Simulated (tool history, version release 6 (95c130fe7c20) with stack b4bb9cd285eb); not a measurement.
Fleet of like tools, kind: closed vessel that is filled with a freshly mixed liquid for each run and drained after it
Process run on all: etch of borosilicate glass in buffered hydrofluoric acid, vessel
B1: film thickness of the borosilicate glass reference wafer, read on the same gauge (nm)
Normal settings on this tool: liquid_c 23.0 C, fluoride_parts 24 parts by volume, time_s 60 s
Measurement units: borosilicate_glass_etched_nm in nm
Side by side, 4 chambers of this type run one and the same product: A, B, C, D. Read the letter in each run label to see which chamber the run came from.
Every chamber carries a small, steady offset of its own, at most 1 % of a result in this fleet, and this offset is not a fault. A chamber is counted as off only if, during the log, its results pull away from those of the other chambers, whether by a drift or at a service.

{"run": "1B", "hour": 4.4, "liquid_c": 23.0, "fluoride_parts": 24, "time_s": 60, "B1": 120.02, "borosilicate_glass_etched_nm": 31.784}
{"run": "2A", "hour": 8.6, "liquid_c": 23.0, "fluoride_parts": 24, "time_s": 60, "B1": 120.01, "borosilicate_glass_etched_nm": 31.918}
{"run": "3C", "hour": 14.2, "liquid_c": 23.0, "fluoride_parts": 24, "time_s": 60, "B1": 120.0, "borosilicate_glass_etched_nm": 32.014}
{"run": "4D", "hour": 19.4, "liquid_c": 23.0, "fluoride_parts": 24, "time_s": 60, "B1": 120.01, "borosilicate_glass_etched_nm": 31.286}
{"run": "5B", "hour": 23.7, "liquid_c": 19.0, "fluoride_parts": 24, "time_s": 30, "B1": 119.95, "borosilicate_glass_etched_nm": 12.775}
{"run": "6C", "hour": 26.5, "liquid_c": 19.0, "fluoride_parts": 24, "time_s": 30, "B1": 119.99, "borosilicate_glass_etched_nm": 12.838}
{"run": "7D", "hour": 31.5, "liquid_c": 19.0, "fluoride_parts": 24, "time_s": 30, "B1": 120.0, "borosilicate_glass_etched_nm": 12.51}
{"run": "8A", "hour": 34.7, "liquid_c": 19.0, "fluoride_parts": 24, "time_s": 30, "B1": 120.01, "borosilicate_glass_etched_nm": 12.761}
{"run": "9B", "hour": 37.6, "liquid_c": 23.0, "fluoride_parts": 24, "time_s": 60, "B1": 120.01, "borosilicate_glass_etched_nm": 31.592}
{"hour": 41.3, "done": "chamber B: thermometer replaced"}
{"run": "10D", "hour": 41.4, "liquid_c": 23.0, "fluoride_parts": 24, "time_s": 60, "B1": 120.0, "borosilicate_glass_etched_nm": 31.491}
{"run": "11A", "hour": 45.8, "liquid_c": 23.0, "fluoride_parts": 24, "time_s": 60, "B1": 120.03, "borosilicate_glass_etched_nm": 31.701}
{"run": "12C", "hour": 50.8, "liquid_c": 27.5, "fluoride_parts": 24, "time_s": 60, "B1": 120.02, "borosilicate_glass_etched_nm": 40.556}
{"run": "13C", "hour": 53.7, "liquid_c": 27.5, "fluoride_parts": 24, "time_s": 60, "B1": 120.0, "borosilicate_glass_etched_nm": 40.59}
{"run": "14B", "hour": 59.0, "liquid_c": 27.5, "fluoride_parts": 24, "time_s": 60, "B1": 119.99, "borosilicate_glass_etched_nm": 40.154}
{"run": "15D", "hour": 61.9, "liquid_c": 27.5, "fluoride_parts": 24, "time_s": 60, "B1": 119.98, "borosilicate_glass_etched_nm": 40.305}
{"hour": 62.5, "done": "chamber C: thermometer replaced"}
{"run": "16A", "hour": 67.5, "liquid_c": 23.0, "fluoride_parts": 24, "time_s": 60, "B1": 120.01, "borosilicate_glass_etched_nm": 31.895}
{"run": "17C", "hour": 73.0, "liquid_c": 23.0, "fluoride_parts": 24, "time_s": 60, "B1": 120.0, "borosilicate_glass_etched_nm": 31.749}
{"run": "18D", "hour": 77.4, "liquid_c": 23.0, "fluoride_parts": 24, "time_s": 60, "B1": 120.02, "borosilicate_glass_etched_nm": 31.566}
{"run": "19A", "hour": 81.3, "liquid_c": 23.0, "fluoride_parts": 24, "time_s": 60, "B1": 120.01, "borosilicate_glass_etched_nm": 31.417}
{"hour": 83.2, "done": "chamber A: hydrofluoric acid flow meter replaced"}
{"run": "20B", "hour": 86.5, "liquid_c": 23.0, "fluoride_parts": 24, "time_s": 60, "B1": 120.01, "borosilicate_glass_etched_nm": 31.469}
{"run": "21B", "hour": 90.0, "liquid_c": 23.0, "fluoride_parts": 24, "time_s": 60, "B1": 119.99, "borosilicate_glass_etched_nm": 31.31}
{"run": "22A", "hour": 93.5, "liquid_c": 19.5, "fluoride_parts": 24, "time_s": 85, "B1": 120.02, "borosilicate_glass_etched_nm": 37.257}
{"run": "23C", "hour": 97.9, "liquid_c": 19.5, "fluoride_parts": 24, "time_s": 85, "B1": 120.02, "borosilicate_glass_etched_nm": 37.237}
{"run": "24D", "hour": 100.6, "liquid_c": 19.5, "fluoride_parts": 24, "time_s": 85, "B1": 120.0, "borosilicate_glass_etched_nm": 37.046}
{"run": "25C", "hour": 104.0, "liquid_c": 19.5, "fluoride_parts": 24, "time_s": 85, "B1": 120.03, "borosilicate_glass_etched_nm": 37.287}
{"run": "26D", "hour": 108.5, "liquid_c": 23.0, "fluoride_parts": 24, "time_s": 60, "B1": 120.02, "borosilicate_glass_etched_nm": 32.04}
{"run": "27B", "hour": 114.2, "liquid_c": 23.0, "fluoride_parts": 24, "time_s": 60, "B1": 120.01, "borosilicate_glass_etched_nm": 31.542}
{"run": "28A", "hour": 118.6, "liquid_c": 23.0, "fluoride_parts": 24, "time_s": 60, "B1": 120.01, "borosilicate_glass_etched_nm": 31.622}
{"run": "29B", "hour": 121.1, "liquid_c": 23.0, "fluoride_parts": 24, "time_s": 75, "B1": 119.97, "borosilicate_glass_etched_nm": 39.561}
{"run": "30D", "hour": 126.1, "liquid_c": 23.0, "fluoride_parts": 24, "time_s": 75, "B1": 119.98, "borosilicate_glass_etched_nm": 40.038}
{"run": "31C", "hour": 129.7, "liquid_c": 23.0, "fluoride_parts": 24, "time_s": 75, "B1": 119.95, "borosilicate_glass_etched_nm": 39.851}
{"run": "32A", "hour": 132.2, "liquid_c": 23.0, "fluoride_parts": 24, "time_s": 75, "B1": 119.97, "borosilicate_glass_etched_nm": 39.697}
{"run": "33D", "hour": 137.6, "liquid_c": 19.5, "fluoride_parts": 27, "time_s": 60, "B1": 120.01, "borosilicate_glass_etched_nm": 24.431}
{"run": "34B", "hour": 142.1, "liquid_c": 19.5, "fluoride_parts": 27, "time_s": 60, "B1": 120.01, "borosilicate_glass_etched_nm": 23.911}
{"run": "35C", "hour": 147.4, "liquid_c": 19.5, "fluoride_parts": 27, "time_s": 60, "B1": 120.03, "borosilicate_glass_etched_nm": 24.123}
{"run": "36A", "hour": 153.1, "liquid_c": 19.5, "fluoride_parts": 27, "time_s": 60, "B1": 119.99, "borosilicate_glass_etched_nm": 24.214}
{"run": "37B", "hour": 156.0, "liquid_c": 23.0, "fluoride_parts": 24, "time_s": 60, "B1": 120.0, "borosilicate_glass_etched_nm": 31.455}

Is one chamber out of step, is the gauge drifting, or do the chambers differ by no more than their own small offsets? For an off chamber, give its letter and the likeliest cause.

It is chamber D that slowly wanders off from its peers.
What lies behind it: liquid hotter than its thermometer reads (K) = 0.632.
It could be hard to tell apart here from: hydrofluoric acid flow above the setpoint (%).

Here are 4 candidates for chamber D's next run, each the usual settings with a change, their results left as question marks. Which one brings its results back in line with what the others give on the usual settings?
Counts as in line when no further than this from what the other chambers average on the usual settings: borosilicate_glass_etched_nm 0.450 nm
{"run": "38D-1", "hour": 160.1, "liquid_c": 24.0, "fluoride_parts": 24, "time_s": 60, "borosilicate_glass_etched_nm": "?"}
{"run": "38D-2", "hour": 160.1, "liquid_c": 23.5, "fluoride_parts": 24, "time_s": 60, "borosilicate_glass_etched_nm": "?"}
{"run": "38D-3", "hour": 160.1, "liquid_c": 22.5, "fluoride_parts": 24, "time_s": 60, "borosilicate_glass_etched_nm": "?"}
{"run": "38D-4", "hour": 160.1, "liquid_c": 22.0, "fluoride_parts": 24, "time_s": 60, "borosilicate_glass_etched_nm": "?"}

On the usual settings, the other chambers give on average: borosilicate_glass_etched_nm 31.722 nm
run=38D-1 borosilicate_glass_etched_nm=34.254
run=38D-2 borosilicate_glass_etched_nm=33.344
run=38D-3 borosilicate_glass_etched_nm=31.572
run=38D-4 borosilicate_glass_etched_nm=30.709
Change 38D-3 lands the chamber within the allowed miss of the other chambers.
